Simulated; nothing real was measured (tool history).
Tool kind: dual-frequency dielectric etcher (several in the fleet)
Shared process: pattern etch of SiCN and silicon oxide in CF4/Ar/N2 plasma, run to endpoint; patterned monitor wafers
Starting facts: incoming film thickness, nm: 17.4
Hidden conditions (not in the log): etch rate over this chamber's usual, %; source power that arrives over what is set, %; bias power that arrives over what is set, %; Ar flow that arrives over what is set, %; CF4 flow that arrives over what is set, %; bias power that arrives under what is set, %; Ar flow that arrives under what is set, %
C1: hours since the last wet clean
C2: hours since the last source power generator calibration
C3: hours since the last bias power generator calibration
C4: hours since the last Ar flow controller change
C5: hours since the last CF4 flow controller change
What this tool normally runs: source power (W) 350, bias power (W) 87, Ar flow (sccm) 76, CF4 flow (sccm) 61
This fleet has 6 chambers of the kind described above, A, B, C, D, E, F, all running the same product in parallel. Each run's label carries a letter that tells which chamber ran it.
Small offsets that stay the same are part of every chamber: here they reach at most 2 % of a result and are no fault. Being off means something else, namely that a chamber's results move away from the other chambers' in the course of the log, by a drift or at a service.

{"run": "1B", "hour": 4.9, "source power (W)": 350, "bias power (W)": 87, "Ar flow (sccm)": 76, "CF4 flow (sccm)": 61, "C1": 350.6, "C2": 1598.6, "C3": 1033.4, "C4": 5791.1, "C5": 2355.5, "endpoint time (s)": 23.189}
{"hour": 5.7, "done": "chamber D: wet clean of the chamber"}
{"run": "2E", "hour": 7.5, "source power (W)": 350, "bias power (W)": 87, "Ar flow (sccm)": 76, "CF4 flow (sccm)": 61, "C1": 365.1, "C2": 380.7, "C3": 1449.1, "C4": 3776, "C5": 1697.7, "endpoint time (s)": 23.06}
{"run": "3F", "hour": 12.5, "source power (W)": 350, "bias power (W)": 87, "Ar flow (sccm)": 76, "CF4 flow (sccm)": 61, "C1": 174.4, "C2": 2870.1, "C3": 3048.2, "C4": 1184.4, "C5": 479.6, "endpoint time (s)": 22.764}
{"run": "4D", "hour": 15.8, "source power (W)": 350, "bias power (W)": 87, "Ar flow (sccm)": 76, "CF4 flow (sccm)": 61, "C1": 10.1, "C2": 2951.5, "C3": 1091.5, "C4": 1005.3, "C5": 688.6, "endpoint time (s)": 23.144}
{"run": "5C", "hour": 20.8, "source power (W)": 350, "bias power (W)": 87, "Ar flow (sccm)": 76, "CF4 flow (sccm)": 61, "C1": 364.5, "C2": 1024.3, "C3": 4257.9, "C4": 621.9, "C5": 338.1, "endpoint time (s)": 22.937}
{"run": "6A", "hour": 23.6, "source power (W)": 350, "bias power (W)": 87, "Ar flow (sccm)": 76, "CF4 flow (sccm)": 61, "C1": 389.9, "C2": 1846.9, "C3": 551.1, "C4": 2061.3, "C5": 4657.9, "endpoint time (s)": 23.361}
{"run": "7D", "hour": 26.7, "source power (W)": 350, "bias power (W)": 87, "Ar flow (sccm)": 76, "CF4 flow (sccm)": 61, "C1": 21, "C2": 2962.4, "C3": 1102.4, "C4": 1016.2, "C5": 699.5, "endpoint time (s)": 23.25}
{"hour": 27.7, "done": "chamber A: wet clean of the chamber"}
{"hour": 28.3, "done": "chamber B: CF4 flow controller replaced"}
{"run": "8A", "hour": 30.9, "source power (W)": 350, "bias power (W)": 87, "Ar flow (sccm)": 76, "CF4 flow (sccm)": 61, "C1": 3.2, "C2": 1854.2, "C3": 558.4, "C4": 2068.6, "C5": 4665.2, "endpoint time (s)": 23.237}
{"run": "9B", "hour": 35.8, "source power (W)": 350, "bias power (W)": 87, "Ar flow (sccm)": 76, "CF4 flow (sccm)": 61, "C1": 381.5, "C2": 1629.5, "C3": 1064.3, "C4": 5822, "C5": 7.6, "endpoint time (s)": 23.206}
{"run": "10C", "hour": 41.0, "source power (W)": 350, "bias power (W)": 87, "Ar flow (sccm)": 76, "CF4 flow (sccm)": 61, "C1": 384.7, "C2": 1044.5, "C3": 4278.1, "C4": 642.1, "C5": 358.3, "endpoint time (s)": 22.728}
{"run": "11F", "hour": 45.2, "source power (W)": 350, "bias power (W)": 104, "Ar flow (sccm)": 76, "CF4 flow (sccm)": 61, "C1": 207.1, "C2": 2902.8, "C3": 3080.9, "C4": 1217.1, "C5": 512.3, "endpoint time (s)": 21.468}
{"run": "12E", "hour": 49.8, "source power (W)": 350, "bias power (W)": 104, "Ar flow (sccm)": 76, "CF4 flow (sccm)": 61, "C1": 407.4, "C2": 423, "C3": 1491.4, "C4": 3818.3, "C5": 1740, "endpoint time (s)": 21.621}
{"run": "13D", "hour": 53.8, "source power (W)": 350, "bias power (W)": 104, "Ar flow (sccm)": 76, "CF4 flow (sccm)": 61, "C1": 48.1, "C2": 2989.5, "C3": 1129.5, "C4": 1043.3, "C5": 726.6, "endpoint time (s)": 21.695}
{"run": "14B", "hour": 57.8, "source power (W)": 350, "bias power (W)": 104, "Ar flow (sccm)": 76, "CF4 flow (sccm)": 61, "C1": 403.5, "C2": 1651.5, "C3": 1086.3, "C4": 5844, "C5": 29.6, "endpoint time (s)": 21.798}
{"run": "15F", "hour": 63.0, "source power (W)": 350, "bias power (W)": 104, "Ar flow (sccm)": 76, "CF4 flow (sccm)": 61, "C1": 224.9, "C2": 2920.6, "C3": 3098.7, "C4": 1234.9, "C5": 530.1, "endpoint time (s)": 21.514}
{"hour": 67.9, "done": "chamber B: wet clean of the chamber"}
{"run": "16E", "hour": 68.3, "source power (W)": 350, "bias power (W)": 104, "Ar flow (sccm)": 76, "CF4 flow (sccm)": 61, "C1": 425.9, "C2": 441.5, "C3": 1509.9, "C4": 3836.8, "C5": 1758.5, "endpoint time (s)": 21.537}
{"run": "17A", "hour": 72.8, "source power (W)": 350, "bias power (W)": 87, "Ar flow (sccm)": 76, "CF4 flow (sccm)": 61, "C1": 45.1, "C2": 1896.1, "C3": 600.3, "C4": 2110.5, "C5": 4707.1, "endpoint time (s)": 23.522}
{"run": "18C", "hour": 75.2, "source power (W)": 350, "bias power (W)": 87, "Ar flow (sccm)": 76, "CF4 flow (sccm)": 61, "C1": 418.9, "C2": 1078.7, "C3": 4312.3, "C4": 676.3, "C5": 392.5, "endpoint time (s)": 22.78}
{"run": "19F", "hour": 79.7, "source power (W)": 430, "bias power (W)": 87, "Ar flow (sccm)": 76, "CF4 flow (sccm)": 51, "C1": 241.6, "C2": 2937.3, "C3": 3115.4, "C4": 1251.6, "C5": 546.8, "endpoint time (s)": 19.716}
{"run": "20A", "hour": 82.6, "source power (W)": 430, "bias power (W)": 87, "Ar flow (sccm)": 76, "CF4 flow (sccm)": 51, "C1": 54.9, "C2": 1905.9, "C3": 610.1, "C4": 2120.3, "C5": 4716.9, "endpoint time (s)": 19.999}
{"run": "21E", "hour": 86.2, "source power (W)": 430, "bias power (W)": 87, "Ar flow (sccm)": 76, "CF4 flow (sccm)": 51, "C1": 443.8, "C2": 459.4, "C3": 1527.8, "C4": 3854.7, "C5": 1776.4, "endpoint time (s)": 19.688}
{"run": "22C", "hour": 89.4, "source power (W)": 430, "bias power (W)": 87, "Ar flow (sccm)": 76, "CF4 flow (sccm)": 51, "C1": 433.1, "C2": 1092.9, "C3": 4326.5, "C4": 690.5, "C5": 406.7, "endpoint time (s)": 19.46}
{"run": "23D", "hour": 92.0, "source power (W)": 430, "bias power (W)": 87, "Ar flow (sccm)": 76, "CF4 flow (sccm)": 51, "C1": 86.3, "C2": 3027.7, "C3": 1167.7, "C4": 1081.5, "C5": 764.8, "endpoint time (s)": 19.955}
{"run": "24B", "hour": 95.3, "source power (W)": 430, "bias power (W)": 87, "Ar flow (sccm)": 76, "CF4 flow (sccm)": 51, "C1": 27.5, "C2": 1689, "C3": 1123.8, "C4": 5881.5, "C5": 67.1, "endpoint time (s)": 19.917}
{"run": "25D", "hour": 98.4, "source power (W)": 350, "bias power (W)": 87, "Ar flow (sccm)": 76, "CF4 flow (sccm)": 61, "C1": 92.7, "C2": 3034.1, "C3": 1174.1, "C4": 1087.9, "C5": 771.2, "endpoint time (s)": 23.075}
{"run": "26B", "hour": 102.2, "source power (W)": 350, "bias power (W)": 87, "Ar flow (sccm)": 76, "CF4 flow (sccm)": 61, "C1": 34.4, "C2": 1695.9, "C3": 1130.7, "C4": 5888.4, "C5": 74, "endpoint time (s)": 23.406}
{"run": "27C", "hour": 106.2, "source power (W)": 350, "bias power (W)": 87, "Ar flow (sccm)": 76, "CF4 flow (sccm)": 47, "C1": 449.9, "C2": 1109.7, "C3": 4343.3, "C4": 707.3, "C5": 423.5, "endpoint time (s)": 23.532}
{"hour": 108.8, "done": "chamber B: Ar flow controller replaced"}
{"run": "28A", "hour": 111.2, "source power (W)": 350, "bias power (W)": 87, "Ar flow (sccm)": 76, "CF4 flow (sccm)": 47, "C1": 83.5, "C2": 1934.5, "C3": 638.7, "C4": 2148.9, "C5": 4745.5, "endpoint time (s)": 24.189}
{"run": "29E", "hour": 116.7, "source power (W)": 350, "bias power (W)": 87, "Ar flow (sccm)": 76, "CF4 flow (sccm)": 47, "C1": 474.3, "C2": 489.9, "C3": 1558.3, "C4": 3885.2, "C5": 1806.9, "endpoint time (s)": 23.83}
{"hour": 118.5, "done": "chamber E: wet clean of the chamber"}
{"run": "30F", "hour": 120.5, "source power (W)": 350, "bias power (W)": 87, "Ar flow (sccm)": 76, "CF4 flow (sccm)": 47, "C1": 282.4, "C2": 2978.1, "C3": 3156.2, "C4": 1292.4, "C5": 587.6, "endpoint time (s)": 23.601}
{"run": "31D", "hour": 124.6, "source power (W)": 350, "bias power (W)": 87, "Ar flow (sccm)": 76, "CF4 flow (sccm)": 47, "C1": 118.9, "C2": 3060.3, "C3": 1200.3, "C4": 1114.1, "C5": 797.4, "endpoint time (s)": 23.915}
{"hour": 127.1, "done": "chamber F: bias power generator calibrated"}
{"run": "32F", "hour": 128.4, "source power (W)": 350, "bias power (W)": 87, "Ar flow (sccm)": 76, "CF4 flow (sccm)": 47, "C1": 290.3, "C2": 2986, "C3": 1.3, "C4": 1300.3, "C5": 595.5, "endpoint time (s)": 23.62}
{"run": "33C", "hour": 133.7, "source power (W)": 350, "bias power (W)": 87, "Ar flow (sccm)": 76, "CF4 flow (sccm)": 61, "C1": 477.4, "C2": 1137.2, "C3": 4370.8, "C4": 734.8, "C5": 451, "endpoint time (s)": 23.002}
{"run": "34E", "hour": 138.5, "source power (W)": 350, "bias power (W)": 87, "Ar flow (sccm)": 76, "CF4 flow (sccm)": 61, "C1": 20, "C2": 511.7, "C3": 1580.1, "C4": 3907, "C5": 1828.7, "endpoint time (s)": 23.131}
{"run": "35B", "hour": 142.7, "source power (W)": 350, "bias power (W)": 87, "Ar flow (sccm)": 76, "CF4 flow (sccm)": 61, "C1": 74.9, "C2": 1736.4, "C3": 1171.2, "C4": 34, "C5": 114.5, "endpoint time (s)": 23.267}
{"run": "36A", "hour": 146.9, "source power (W)": 350, "bias power (W)": 87, "Ar flow (sccm)": 76, "CF4 flow (sccm)": 61, "C1": 119.2, "C2": 1970.2, "C3": 674.4, "C4": 2184.6, "C5": 4781.2, "endpoint time (s)": 23.259}
{"run": "37C", "hour": 151.9, "source power (W)": 350, "bias power (W)": 87, "Ar flow (sccm)": 76, "CF4 flow (sccm)": 61, "C1": 495.6, "C2": 1155.4, "C3": 4389, "C4": 753, "C5": 469.2, "endpoint time (s)": 22.705}
{"run": "38F", "hour": 156.1, "source power (W)": 350, "bias power (W)": 87, "Ar flow (sccm)": 76, "CF4 flow (sccm)": 61, "C1": 318, "C2": 3013.7, "C3": 29, "C4": 1328, "C5": 623.2, "endpoint time (s)": 22.77}
{"run": "39A", "hour": 160.3, "source power (W)": 350, "bias power (W)": 87, "Ar flow (sccm)": 76, "CF4 flow (sccm)": 61, "C1": 132.6, "C2": 1983.6, "C3": 687.8, "C4": 2198, "C5": 4794.6, "endpoint time (s)": 23.221}
{"run": "40B", "hour": 163.2, "source power (W)": 350, "bias power (W)": 87, "Ar flow (sccm)": 76, "CF4 flow (sccm)": 61, "C1": 95.4, "C2": 1756.9, "C3": 1191.7, "C4": 54.5, "C5": 135, "endpoint time (s)": 23.186}
{"run": "41D", "hour": 165.6, "source power (W)": 350, "bias power (W)": 87, "Ar flow (sccm)": 76, "CF4 flow (sccm)": 61, "C1": 159.9, "C2": 3101.3, "C3": 1241.3, "C4": 1155.1, "C5": 838.4, "endpoint time (s)": 23.168}
{"run": "42E", "hour": 170.2, "source power (W)": 350, "bias power (W)": 87, "Ar flow (sccm)": 76, "CF4 flow (sccm)": 61, "C1": 51.7, "C2": 543.4, "C3": 1611.8, "C4": 3938.7, "C5": 1860.4, "endpoint time (s)": 23.205}
{"run": "43B", "hour": 173.7, "source power (W)": 350, "bias power (W)": 87, "Ar flow (sccm)": 76, "CF4 flow (sccm)": 61, "C1": 105.9, "C2": 1767.4, "C3": 1202.2, "C4": 65, "C5": 145.5, "endpoint time (s)": 23.269}

Next, all 6 chambers run the settings below, one line each with question marks for the results. What does each chamber give?
{"run": "44A", "hour": 177.6, "source power (W)": 350, "bias power (W)": 87, "Ar flow (sccm)": 76, "CF4 flow (sccm)": 61, "endpoint time (s)": "?"}
{"run": "44B", "hour": 177.6, "source power (W)": 350, "bias power (W)": 87, "Ar flow (sccm)": 76, "CF4 flow (sccm)": 61, "endpoint time (s)": "?"}
{"run": "44C", "hour": 177.6, "source power (W)": 350, "bias power (W)": 87, "Ar flow (sccm)": 76, "CF4 flow (sccm)": 61, "endpoint time (s)": "?"}
{"run": "44D", "hour": 177.6, "source power (W)": 350, "bias power (W)": 87, "Ar flow (sccm)": 76, "CF4 flow (sccm)": 61, "endpoint time (s)": "?"}
{"run": "44E", "hour": 177.6, "source power (W)": 350, "bias power (W)": 87, "Ar flow (sccm)": 76, "CF4 flow (sccm)": 61, "endpoint time (s)": "?"}
{"run": "44F", "hour": 177.6, "source power (W)": 350, "bias power (W)": 87, "Ar flow (sccm)": 76, "CF4 flow (sccm)": 61, "endpoint time (s)": "?"}

run=44A endpoint_time_(s)=23.237
run=44B endpoint_time_(s)=23.185
run=44C endpoint_time_(s)=22.775
run=44D endpoint_time_(s)=23.197
run=44E endpoint_time_(s)=23.178
run=44F endpoint_time_(s)=22.862
